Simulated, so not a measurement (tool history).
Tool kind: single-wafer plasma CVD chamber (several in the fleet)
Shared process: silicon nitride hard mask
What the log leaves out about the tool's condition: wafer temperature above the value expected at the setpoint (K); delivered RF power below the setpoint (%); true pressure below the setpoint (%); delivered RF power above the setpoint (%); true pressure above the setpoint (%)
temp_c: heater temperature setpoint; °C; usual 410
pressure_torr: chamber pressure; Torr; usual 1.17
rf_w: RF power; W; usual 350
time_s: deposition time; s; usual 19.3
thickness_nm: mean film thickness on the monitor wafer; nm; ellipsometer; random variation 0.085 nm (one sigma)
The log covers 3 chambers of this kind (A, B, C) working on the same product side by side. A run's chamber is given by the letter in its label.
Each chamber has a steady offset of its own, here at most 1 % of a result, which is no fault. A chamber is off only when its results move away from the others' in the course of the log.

run,hour,temp_c,pressure_torr,rf_w,time_s,hours since the last thermocouple change,hours since the last RF generator calibration,hours since the last manometer calibration,"read-back reference wafer on the same gauge, thickness_nm",thickness_nm
1C,15,410,1.17,350,19.3,381.4,1516.1,1579.4,24.021,22.152
2A,25.8,410,1.17,350,19.3,416.3,1359.2,535.5,23.981,22.059
3B,37.2,410,1.17,350,19.3,157.1,1416,1625.6,23.975,22.272
4A,45.8,410,1.17,350,19.3,436.3,1379.2,555.5,24.005,22.273
5C,53.3,410,1.17,350,19.3,419.7,1554.4,1617.7,23.992,22.132
6B,66,410,1.17,350,19.3,185.9,1444.8,1654.4,23.983,22.274
7A,79.6,400,1.17,350,19.3,470.1,1413,589.3,24.013,22.242
8B,90.3,400,1.17,350,19.3,210.2,1469.1,1678.7,24.031,22.577
9C,102,400,1.17,350,19.3,468.4,1603.1,1666.4,23.983,22.12
10A,112.5,410,1.17,350,19.3,503,1445.9,622.2,23.996,22.025
11C,120.5,410,1.17,350,19.3,486.9,1621.6,1684.9,24,22.075
12B,135.3,410,1.17,350,19.3,255.2,1514.1,1723.7,24.014,22.306
13B,149.4,410,1.17,350,19.3,269.3,1528.2,1737.8,23.993,22.165
14A,157.8,410,1.17,350,19.3,548.3,1491.2,667.5,24.007,21.967
15C,169.5,410,0.99,350,21.7,535.9,1670.6,1733.9,23.972,23.54
16C,184.4,410,0.99,350,21.7,550.8,1685.5,1748.8,23.994,23.563
17B,197.5,410,0.99,350,21.7,317.4,1576.3,1785.9,23.981,23.667
18A,210.8,410,1.17,350,19.3,601.3,1544.2,720.5,23.995,21.829
19A,219.6,410,1.17,350,19.3,610.1,1553,729.3,24.002,21.837
20B,229.9,400,1.17,350,19.3,349.8,1608.7,1818.3,23.998,22.587
21C,239.4,400,1.17,350,19.3,605.8,1740.5,1803.8,24.004,22.189
22B,247.6,400,1.17,350,19.3,367.5,1626.4,1836,24.01,22.517
23C,260.8,410,1.17,350,19.3,627.2,1761.9,1825.2,23.996,22.066
24A,270.4,410,1.17,350,19.3,660.9,1603.8,780.1,23.97,21.715
25B,284.1,403,1.17,375,19.3,404,1662.9,1872.5,23.997,23.287
26A,296.1,403,1.17,375,19.3,686.6,1629.5,805.8,24.027,22.86
27C,307,403,1.17,375,19.3,673.4,1808.1,1871.4,24.003,23.401
28A,320.6,410,1.17,350,19.3,711.1,1654,830.3,24.011,21.503
29B,334,410,1.17,350,19.3,453.9,1712.8,1922.4,23.992,22.191
30C,345.2,410,1.17,350,19.3,711.6,1846.3,1909.6,24.027,22.161
31C,354.2,410,1.17,350,19.3,720.6,1855.3,1918.6,23.991,22.062
32A,367.2,410,1.17,350,19.3,757.7,1700.6,876.9,24.009,21.453
33B,379.4,410,1.17,350,19.3,499.3,1758.2,1967.8,24.007,22.359
34B,393.7,410,1.17,350,19.3,513.6,1772.5,1982.1,24.007,22.29
35A,409.2,410,1.17,350,19.3,799.7,1742.6,918.9,24.018,21.526

Is one chamber off against the others, does the gauge drift, or is nothing wrong? If a chamber is off, say which, and what the likeliest cause is.

One chamber, A, drifts off from the rest bit by bit.
What lies behind it: delivered RF power below the setpoint (%) = 4.26.
It could be hard to tell apart here from: true pressure below the setpoint (%).

Chamber A could run next with any of the 4 candidate recipes listed below; each alters the usual settings, and their results appear as question marks. Which one brings its results back in line with what the other chambers deliver on the usual settings?
Allowed miss from the other chambers' usual-settings mean, per result, to count as in line: thickness_nm 0.3 nm
36A-1,420.4,410,1.17,350,20.5,,,,,?
36A-2,420.4,410,1.16,345,18.9,,,,,?
36A-3,420.4,410,1.17,350,18.1,,,,,?
36A-4,420.4,410,1.17,370,19.3,,,,,?

The mean the other chambers reach with the usual settings: thickness_nm 22.2 nm
run,thickness_nm
36A-1,22.825
36A-2,20.808
36A-3,20.159
36A-4,22.239
It is 36A-4 that realigns the chamber with its peers.
